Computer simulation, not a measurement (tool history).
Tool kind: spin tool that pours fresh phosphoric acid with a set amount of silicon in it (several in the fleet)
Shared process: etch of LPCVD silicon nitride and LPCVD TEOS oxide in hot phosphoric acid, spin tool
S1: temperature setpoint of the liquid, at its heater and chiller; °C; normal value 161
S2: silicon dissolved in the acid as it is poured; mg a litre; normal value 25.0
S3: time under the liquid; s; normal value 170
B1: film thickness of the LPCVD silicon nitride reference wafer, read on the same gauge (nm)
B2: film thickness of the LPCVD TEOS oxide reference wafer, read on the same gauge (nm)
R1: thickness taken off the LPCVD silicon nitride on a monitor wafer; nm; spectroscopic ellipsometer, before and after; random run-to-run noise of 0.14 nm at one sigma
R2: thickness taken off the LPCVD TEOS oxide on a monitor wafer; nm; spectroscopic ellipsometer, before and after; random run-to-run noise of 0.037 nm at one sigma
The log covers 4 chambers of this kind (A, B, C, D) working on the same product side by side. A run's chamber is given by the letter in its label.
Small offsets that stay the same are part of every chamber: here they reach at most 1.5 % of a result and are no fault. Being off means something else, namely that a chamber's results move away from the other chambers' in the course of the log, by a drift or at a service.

{"run": "1D", "hour": 8.8, "S1": 161, "S2": 25.0, "S3": 170, "B1": 109.95, "B2": 29.984, "R1": 15.117, "R2": 0.48451}
{"run": "2C", "hour": 15.1, "S1": 161, "S2": 25.0, "S3": 170, "B1": 110.0, "B2": 30.035, "R1": 15.341, "R2": 0.46023}
{"run": "3A", "hour": 28.0, "S1": 161, "S2": 25.0, "S3": 170, "B1": 110.0, "B2": 30.024, "R1": 15.483, "R2": 0.47441}
{"run": "4B", "hour": 37.4, "S1": 161, "S2": 25.0, "S3": 170, "B1": 110.0, "B2": 30.015, "R1": 15.165, "R2": 0.49899}
{"hour": 48.2, "done": "chamber A: dissolved silicon flow meter replaced"}
{"run": "5D", "hour": 48.6, "S1": 161, "S2": 25.0, "S3": 170, "B1": 110.01, "B2": 30.048, "R1": 15.146, "R2": 0.48119}
{"run": "6B", "hour": 54.9, "S1": 161, "S2": 25.0, "S3": 170, "B1": 109.97, "B2": 30.006, "R1": 15.126, "R2": 0.51985}
{"run": "7C", "hour": 62.0, "S1": 161, "S2": 38.5, "S3": 170, "B1": 110.02, "B2": 29.969, "R1": 15.327, "R2": 0.27239}
{"run": "8A", "hour": 69.5, "S1": 161, "S2": 38.5, "S3": 170, "B1": 110.02, "B2": 30.0, "R1": 15.144, "R2": 0.24579}
{"run": "9D", "hour": 83.0, "S1": 161, "S2": 38.5, "S3": 170, "B1": 109.98, "B2": 30.0, "R1": 15.106, "R2": 0.26515}
{"run": "10B", "hour": 94.6, "S1": 161, "S2": 38.5, "S3": 170, "B1": 110.02, "B2": 29.988, "R1": 15.236, "R2": 0.27011}
{"run": "11C", "hour": 105.3, "S1": 161, "S2": 25.0, "S3": 170, "B1": 109.99, "B2": 29.99, "R1": 15.562, "R2": 0.43118}
{"run": "12A", "hour": 117.2, "S1": 161, "S2": 25.0, "S3": 170, "B1": 110.03, "B2": 29.949, "R1": 15.537, "R2": 0.52272}
{"run": "13D", "hour": 126.0, "S1": 161, "S2": 25.0, "S3": 170, "B1": 109.96, "B2": 29.994, "R1": 15.11, "R2": 0.41728}
{"run": "14A", "hour": 135.1, "S1": 161, "S2": 25.0, "S3": 170, "B1": 110.0, "B2": 29.988, "R1": 15.291, "R2": 0.44757}
{"run": "15C", "hour": 148.0, "S1": 161, "S2": 25.0, "S3": 170, "B1": 110.0, "B2": 29.992, "R1": 15.607, "R2": 0.50567}
{"run": "16B", "hour": 161.3, "S1": 161, "S2": 40.5, "S3": 170, "B1": 110.0, "B2": 29.981, "R1": 15.22, "R2": 0.25112}
{"run": "17C", "hour": 174.5, "S1": 161, "S2": 40.5, "S3": 170, "B1": 109.98, "B2": 30.023, "R1": 15.933, "R2": 0.22867}
{"run": "18B", "hour": 184.8, "S1": 161, "S2": 40.5, "S3": 170, "B1": 110.05, "B2": 29.998, "R1": 15.436, "R2": 0.22842}
{"run": "19D", "hour": 197.5, "S1": 161, "S2": 40.5, "S3": 170, "B1": 110.02, "B2": 30.017, "R1": 14.815, "R2": 0.23275}
{"run": "20A", "hour": 209.2, "S1": 161, "S2": 25.0, "S3": 170, "B1": 110.01, "B2": 30.013, "R1": 15.301, "R2": 0.53067}
{"run": "21A", "hour": 219.6, "S1": 161, "S2": 25.0, "S3": 170, "B1": 110.06, "B2": 30.014, "R1": 15.295, "R2": 0.44797}
{"run": "22B", "hour": 232.0, "S1": 161, "S2": 25.0, "S3": 170, "B1": 110.0, "B2": 30.015, "R1": 15.306, "R2": 0.43097}
{"run": "23C", "hour": 241.3, "S1": 161, "S2": 25.0, "S3": 170, "B1": 109.99, "B2": 29.988, "R1": 16.1, "R2": 0.49448}
{"run": "24D", "hour": 254.6, "S1": 161, "S2": 25.0, "S3": 235, "B1": 110.0, "B2": 30.007, "R1": 20.828, "R2": 0.5607}

Which is it: a chamber that has drifted or been left off by a service, a gauge drift common to all chambers, or only each chamber's usual small offset? If a chamber is off, name it and its likeliest cause.

Chamber C drifts away from the others.
Cause: liquid hotter than its thermometer reads (K) = 1.79.

Chamber C could run next with any of the 4 candidate recipes listed below; each alters the usual settings, and their results appear as question marks. Which one brings its results back in line with what the other chambers deliver on the usual settings?
Maximum distance from the other chambers' mean on the usual settings for a result to count as in line: R1 0.490 nm; R2 0.13000 nm
{"run": "25C-1", "hour": 264.2, "S1": 161, "S2": 20.5, "S3": 195, "R1": "?", "R2": "?"}
{"run": "25C-2", "hour": 264.2, "S1": 161, "S2": 29.0, "S3": 150, "R1": "?", "R2": "?"}
{"run": "25C-3", "hour": 264.2, "S1": 161, "S2": 23.0, "S3": 180, "R1": "?", "R2": "?"}
{"run": "25C-4", "hour": 264.2, "S1": 161, "S2": 27.0, "S3": 160, "R1": "?", "R2": "?"}

Usual-settings mean across the other chambers: R1 15.218 nm; R2 0.47378 nm
run=25C-1 R1=18.503 R2=0.72877
run=25C-2 R1=14.233 R2=0.41963
run=25C-3 R1=17.080 R2=0.62216
run=25C-4 R1=15.182 R2=0.48390
Change 25C-4 lands the chamber within the allowed miss of the other chambers.
